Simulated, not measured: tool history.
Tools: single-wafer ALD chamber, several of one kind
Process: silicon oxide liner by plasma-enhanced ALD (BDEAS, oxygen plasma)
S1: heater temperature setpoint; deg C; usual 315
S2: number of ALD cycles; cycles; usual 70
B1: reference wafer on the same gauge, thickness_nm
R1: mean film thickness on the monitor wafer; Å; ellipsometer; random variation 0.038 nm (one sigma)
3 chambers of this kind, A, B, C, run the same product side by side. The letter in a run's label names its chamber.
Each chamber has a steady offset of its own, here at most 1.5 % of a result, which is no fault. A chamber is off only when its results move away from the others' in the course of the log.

Run 1A, day 0.171: usual settings; B1 7.5198. Result: R1 63.931 Å.
Run 2C, day 0.488: usual settings; B1 7.5117. Result: R1 64.704 Å.
Run 3B, day 0.646: usual settings; B1 7.5113. Result: R1 63.317 Å.
Run 4B, day 0.796: usual settings; B1 7.5069. Result: R1 63.286 Å.
Run 5A, day 1: usual settings; B1 7.5181. Result: R1 64.076 Å.
Run 6C, day 1.2: usual settings; B1 7.5042. Result: R1 64.202 Å.
Run 7B, day 1.454: usual settings; B1 7.5158. Result: R1 62.991 Å.
Run 8C, day 1.733: usual settings; B1 7.512. Result: R1 64.362 Å.
Run 9A, day 1.904: usual settings; B1 7.5151. Result: R1 64.678 Å.
Run 10A, day 2.062: usual settings; B1 7.5157. Result: R1 64.126 Å.
Run 11B, day 2.283: usual settings; B1 7.5022. Result: R1 62.781 Å.
Run 12C, day 2.521: usual settings but S1 305 deg C, S2 77 cycles; B1 7.5131. Result: R1 71.869 Å.
Run 13A, day 2.854: usual settings but S1 305 deg C, S2 77 cycles; B1 7.5079. Result: R1 72.524 Å.
Run 14C, day 3.042: usual settings but S1 305 deg C, S2 77 cycles; B1 7.4994. Result: R1 71.721 Å.
Run 15B, day 3.242: usual settings; B1 7.4938. Result: R1 63.785 Å.
Run 16A, day 3.454: usual settings; B1 7.5171. Result: R1 64.131 Å.
At day 3.55: chamber C: thermocouple changed; heater temperature recalibrated.
Run 17B, day 3.771: usual settings; B1 7.5118. Result: R1 63.244 Å.
Run 18C, day 4: usual settings; B1 7.5144. Result: R1 64.023 Å.
Run 19C, day 4.342: usual settings but S1 321 deg C, S2 60 cycles; B1 7.5103. Result: R1 55.047 Å.
Run 20B, day 4.588: usual settings but S1 321 deg C, S2 60 cycles; B1 7.4986. Result: R1 53.735 Å.
At day 4.808: chamber A: thermocouple changed; heater temperature recalibrated.
Run 21A, day 4.862: usual settings but S1 321 deg C, S2 60 cycles; B1 7.5051. Result: R1 54.905 Å.
Run 22C, day 5.192: usual settings; B1 7.4976. Result: R1 64.621 Å.
Run 23B, day 5.412: usual settings; B1 7.5248. Result: R1 63.185 Å.
Run 24A, day 5.642: usual settings; B1 7.5025. Result: R1 64.821 Å.
Run 25A, day 5.8: usual settings; B1 7.5182. Result: R1 64.057 Å.
Run 26C, day 6: usual settings; B1 7.5216. Result: R1 64.075 Å.
Run 27B, day 6.221: usual settings; B1 7.5143. Result: R1 62.85 Å.
Run 28C, day 6.421: usual settings; B1 7.5093. Result: R1 65.161 Å.
Run 29B, day 6.592: usual settings; B1 7.5145. Result: R1 63.084 Å.
Run 30A, day 6.938: usual settings; B1 7.5073. Result: R1 65.038 Å.

All 3 chambers run these settings next. Forecast each chamber's results:
Run 31A, day 7.183: usual settings. Result: R1 ?.
Run 31B, day 7.183: usual settings. Result: R1 ?.
Run 31C, day 7.183: usual settings. Result: R1 ?.

run      R1
31A  65.113
31B  62.905
31C  64.381
